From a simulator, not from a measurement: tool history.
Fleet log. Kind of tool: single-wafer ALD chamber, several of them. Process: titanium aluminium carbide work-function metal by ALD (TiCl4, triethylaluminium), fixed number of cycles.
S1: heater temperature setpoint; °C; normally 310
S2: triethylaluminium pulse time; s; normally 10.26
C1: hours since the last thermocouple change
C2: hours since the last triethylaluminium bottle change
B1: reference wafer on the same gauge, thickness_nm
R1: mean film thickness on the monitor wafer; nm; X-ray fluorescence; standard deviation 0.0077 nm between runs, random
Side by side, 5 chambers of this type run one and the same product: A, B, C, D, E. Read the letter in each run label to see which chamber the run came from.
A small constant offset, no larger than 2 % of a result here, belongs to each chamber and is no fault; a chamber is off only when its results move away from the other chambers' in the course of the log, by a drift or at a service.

Run 1A, hour 6.8: usual settings; C1 1045.1; C2 482.8; B1 1.8209. Result: R1 2.0923 nm.
Run 2D, hour 14.1: usual settings; C1 1030.8; C2 731.4; B1 1.8192. Result: R1 2.1088 nm.
Run 3E, hour 21.0: usual settings; C1 1448.0; C2 872.8; B1 1.8172. Result: R1 2.1009 nm.
Run 4B, hour 27.7: usual settings; C1 874.9; C2 306.7; B1 1.8212. Result: R1 2.1042 nm.
Run 5C, hour 35.3: usual settings; C1 2810.3; C2 145.3; B1 1.8196. Result: R1 2.1122 nm.
Run 6D, hour 40.1: usual settings but S2 13.53 s; C1 1056.8; C2 757.4; B1 1.8193. Result: R1 2.1714 nm.
Run 7B, hour 44.5: usual settings but S2 13.53 s; C1 891.7; C2 323.5; B1 1.8202. Result: R1 2.1594 nm.
Run 8A, hour 48.0: usual settings but S2 13.53 s; C1 1086.3; C2 524.0; B1 1.8185. Result: R1 2.1429 nm.
Run 9C, hour 52.5: usual settings but S2 13.53 s; C1 2827.5; C2 162.5; B1 1.8197. Result: R1 2.1613 nm.
Run 10E, hour 57.8: usual settings but S2 13.53 s; C1 1484.8; C2 909.6; B1 1.8179. Result: R1 2.1310 nm.
Run 11C, hour 62.6: usual settings; C1 2837.6; C2 172.6; B1 1.8200. Result: R1 2.1135 nm.
Run 12D, hour 69.2: usual settings; C1 1085.9; C2 786.5; B1 1.8198. Result: R1 2.1219 nm.
Run 13B, hour 76.8: usual settings; C1 924.0; C2 355.8; B1 1.8190. Result: R1 2.1195 nm.
At hour 81.5: chamber D: triethylaluminium bottle replaced.
Run 14E, hour 83.7: usual settings; C1 1510.7; C2 935.5; B1 1.8206. Result: R1 2.0876 nm.
Run 15A, hour 87.2: usual settings; C1 1125.5; C2 563.2; B1 1.8197. Result: R1 2.0979 nm.
Run 16A, hour 91.7: usual settings; C1 1130.0; C2 567.7; B1 1.8210. Result: R1 2.0972 nm.
Run 17C, hour 96.5: usual settings; C1 2871.5; C2 206.5; B1 1.8202. Result: R1 2.1087 nm.
Run 18D, hour 103.4: usual settings; C1 1120.1; C2 22.0; B1 1.8206. Result: R1 2.1385 nm.
Run 19B, hour 107.1: usual settings; C1 954.3; C2 386.1; B1 1.8195. Result: R1 2.1037 nm.
Run 20E, hour 112.2: usual settings; C1 1539.2; C2 964.0; B1 1.8201. Result: R1 2.1000 nm.
Run 21C, hour 116.1: usual settings; C1 2891.1; C2 226.1; B1 1.8204. Result: R1 2.0977 nm.
Run 22B, hour 120.2: usual settings; C1 967.4; C2 399.2; B1 1.8208. Result: R1 2.0954 nm.
Run 23D, hour 124.1: usual settings; C1 1140.8; C2 42.7; B1 1.8199. Result: R1 2.1290 nm.
Run 24A, hour 127.6: usual settings; C1 1165.9; C2 603.6; B1 1.8206. Result: R1 2.1026 nm.
Run 25E, hour 134.6: usual settings; C1 1561.6; C2 986.4; B1 1.8191. Result: R1 2.0899 nm.
At hour 136.5: chamber C: thermocouple changed; heater temperature recalibrated.
Run 26E, hour 138.5: usual settings; C1 1565.5; C2 990.3; B1 1.8209. Result: R1 2.0919 nm.
Run 27D, hour 146.0: usual settings; C1 1162.7; C2 64.6; B1 1.8210. Result: R1 2.1288 nm.
Run 28C, hour 153.1: usual settings; C1 16.7; C2 263.1; B1 1.8194. Result: R1 2.1221 nm.
Run 29A, hour 158.6: usual settings; C1 1196.9; C2 634.6; B1 1.8208. Result: R1 2.0942 nm.
Run 30B, hour 165.3: usual settings; C1 1012.5; C2 444.3; B1 1.8174. Result: R1 2.0783 nm.
Run 31A, hour 170.6: usual settings; C1 1208.9; C2 646.6; B1 1.8222. Result: R1 2.1035 nm.
Run 32C, hour 174.6: usual settings; C1 38.2; C2 284.6; B1 1.8203. Result: R1 2.1127 nm.
Run 33B, hour 178.2: usual settings; C1 1025.4; C2 457.2; B1 1.8197. Result: R1 2.0570 nm.
Run 34E, hour 185.1: usual settings; C1 1612.1; C2 1036.9; B1 1.8201. Result: R1 2.1035 nm.
Run 35D, hour 191.0: usual settings; C1 1207.7; C2 109.6; B1 1.8214. Result: R1 2.1139 nm.

Each of the 5 chambers runs these same settings next. Fill in every chamber's results:
Run 36A, hour 196.4: usual settings. Result: R1 ?.
Run 36B, hour 196.4: usual settings. Result: R1 ?.
Run 36C, hour 196.4: usual settings. Result: R1 ?.
Run 36D, hour 196.4: usual settings. Result: R1 ?.
Run 36E, hour 196.4: usual settings. Result: R1 ?.

run      R1
36A  2.0843
36B  2.0595
36C  2.1151
36D  2.1206
36E  2.1054

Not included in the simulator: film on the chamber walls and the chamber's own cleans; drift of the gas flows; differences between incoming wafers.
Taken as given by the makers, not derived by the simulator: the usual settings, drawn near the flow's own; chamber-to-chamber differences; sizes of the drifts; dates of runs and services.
